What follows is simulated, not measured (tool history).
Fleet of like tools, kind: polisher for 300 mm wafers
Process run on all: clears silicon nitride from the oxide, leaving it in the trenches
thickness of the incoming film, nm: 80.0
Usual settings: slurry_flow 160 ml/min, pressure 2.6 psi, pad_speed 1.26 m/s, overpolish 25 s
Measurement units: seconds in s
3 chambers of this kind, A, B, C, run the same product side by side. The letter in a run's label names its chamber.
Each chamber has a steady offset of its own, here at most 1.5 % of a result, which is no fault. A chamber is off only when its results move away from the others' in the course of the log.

run    day  slurry_flow  pressure  pad_speed  overpolish  wafers polished on this pad  hours since the slurry nozzle was cleaned  hours since the head pressure was calibrated  seconds
 1C   0.15          160       2.6       1.26          25                          547                                      535.4                                         820.6    61.76
 2B  0.475          160       2.6       1.26          25                          462                                      361.2                                         286.4   62.007
 3A  0.621          160       2.6       1.26          25                          627                                      390.8                                        1580.8    61.19
 4A  0.829          160       2.6       1.26          25                          666                                      395.8                                        1585.8   61.506
     0.846  -- chamber C: worn pad replaced by a new one
     0.992  -- chamber C: slurry nozzle cleaned
 5B  0.992          125       2.6        1.6          25                          560                                      373.6                                         298.8   51.483
 6C  1.171          125       2.6        1.6          25                           62                                        4.3                                         845.1   51.182
     1.233  -- chamber B: worn pad replaced by a new one
     1.442  -- chamber C: head pressure recalibrated
 7A  1.475          125       2.6        1.6          25                          789                                      411.3                                        1601.3   52.005
 8C  1.788          160       2.6       1.26          25                          179                                       19.1                                           8.4    62.02
 9B  2.125          160       2.6       1.26          25                          170                                      400.8                                           326   62.855
10B  2.425          160       2.6       1.26          25                          227                                        408                                         333.2   61.246
11C  2.596          160       2.6       1.26          25                          332                                       38.5                                          27.8   62.176
     2.617  -- chamber A: head pressure recalibrated
12A  2.938          160       2.6       1.26          25                         1067                                      446.4                                           7.7   63.658
13B  3.279          160       2.6       1.26          25                          389                                      428.5                                         353.7   62.465
     3.296  -- chamber A: worn pad replaced by a new one
14A  3.488          160       2.6       1.26          25                           37                                      459.6                                          20.9   63.503
15C  3.646          160       2.6       1.26          25                          532                                       63.7                                            53   62.218
16B    3.8          160       2.6       1.26          25                          488                                        441                                         366.2   61.941
     4.062  -- chamber C: worn pad replaced by a new one
17A  4.075          160       2.6       1.26          25                          148                                      473.7                                            35   62.991
18C  4.275          160       2.6       1.26          25                           40                                       78.8                                          68.1   62.109
     4.475  -- chamber B: worn pad replaced by a new one
19A  4.508          160       2.6       1.26          25                          231                                      484.1                                          45.4   63.167
20B  4.838          160       2.6       1.26          25                           69                                      465.9                                         391.1   61.774
21C    5.1          160       2.6       1.26          25                          197                                       98.6                                          87.9   62.658
22B  5.433          160       2.6       1.26          25                          182                                      480.2                                         405.4   62.162
23A  5.679          160       3.4       1.26          25                          453                                      512.2                                          73.5   50.774
24C  5.967          160       3.4       1.26          25                          361                                      119.4                                         108.7   47.779
25A    6.2          160       3.4       1.26          25                          552                                      524.7                                            86   49.801
26B  6.483          160       2.6       1.26          25                          381                                      505.4                                         430.6   61.601
27C  6.671          200       2.6       1.26          25                          495                                      136.3                                         125.6   60.787
28B  6.862          200       2.6       1.26          25                          453                                      514.5                                         439.7   60.996
29A  7.196          200       2.6       1.26          25                          741                                      548.6                                         109.9   63.371
30C  7.479          160       2.6       1.26          25                          649                                      155.7                                           145   62.732
     7.658  -- chamber C: worn pad replaced by a new one
31C  7.779          160       2.6       1.26          25                           23                                      162.9                                         152.2   62.808
32A  8.121          175       2.6       1.26          25                          917                                      570.8                                         132.1   66.739
     8.125  -- chamber B: worn pad replaced by a new one
     8.125  -- chamber A: worn pad replaced by a new one
33B  8.446          175       2.6       1.26          25                           61                                      552.5                                         477.7   60.674
34B  8.708          175       2.6       1.26          25                          111                                      558.8                                           484   60.931
35C  8.908          160       2.6       1.26          25                          237                                        190                                         179.3   62.409
36A  9.112          160       2.6       1.26          25                          188                                      594.6                                         155.9   68.889
37A  9.325          160       2.6       1.26          25                          228                                      599.7                                           161   68.868
38B  9.475          160       2.6       1.26          25                          257                                      577.2                                         502.4   62.109

Is one chamber off against the others, does the gauge drift, or is nothing wrong? If a chamber is off, say which, and what the likeliest cause is.

Little by little, chamber A moves away from the other chambers.
Most likely cause: slurry flow missing at the pad, % = 40.2.

Here are 4 candidates for chamber A's next run, each the usual settings with a change, their results left as question marks. Which one brings its results back in line with what the others give on the usual settings?
Allowed miss from the other chambers' usual-settings mean, per result, to count as in line: seconds 2.8 s
39A-1  9.721          160       2.6        1.4          25                                                                                                                              ?
39A-2  9.721          160       2.6       1.12          25                                                                                                                              ?
39A-3  9.721          155       2.6       1.04          25                                                                                                                              ?
39A-4  9.721          165       2.8       1.38          25                                                                                                                              ?

What the other chambers average on the usual settings: seconds 62.376 s
  run  seconds
39A-1   61.618
39A-2   76.778
39A-3    83.28
39A-4    57.64
39A-1 puts the chamber back in line with the other chambers.
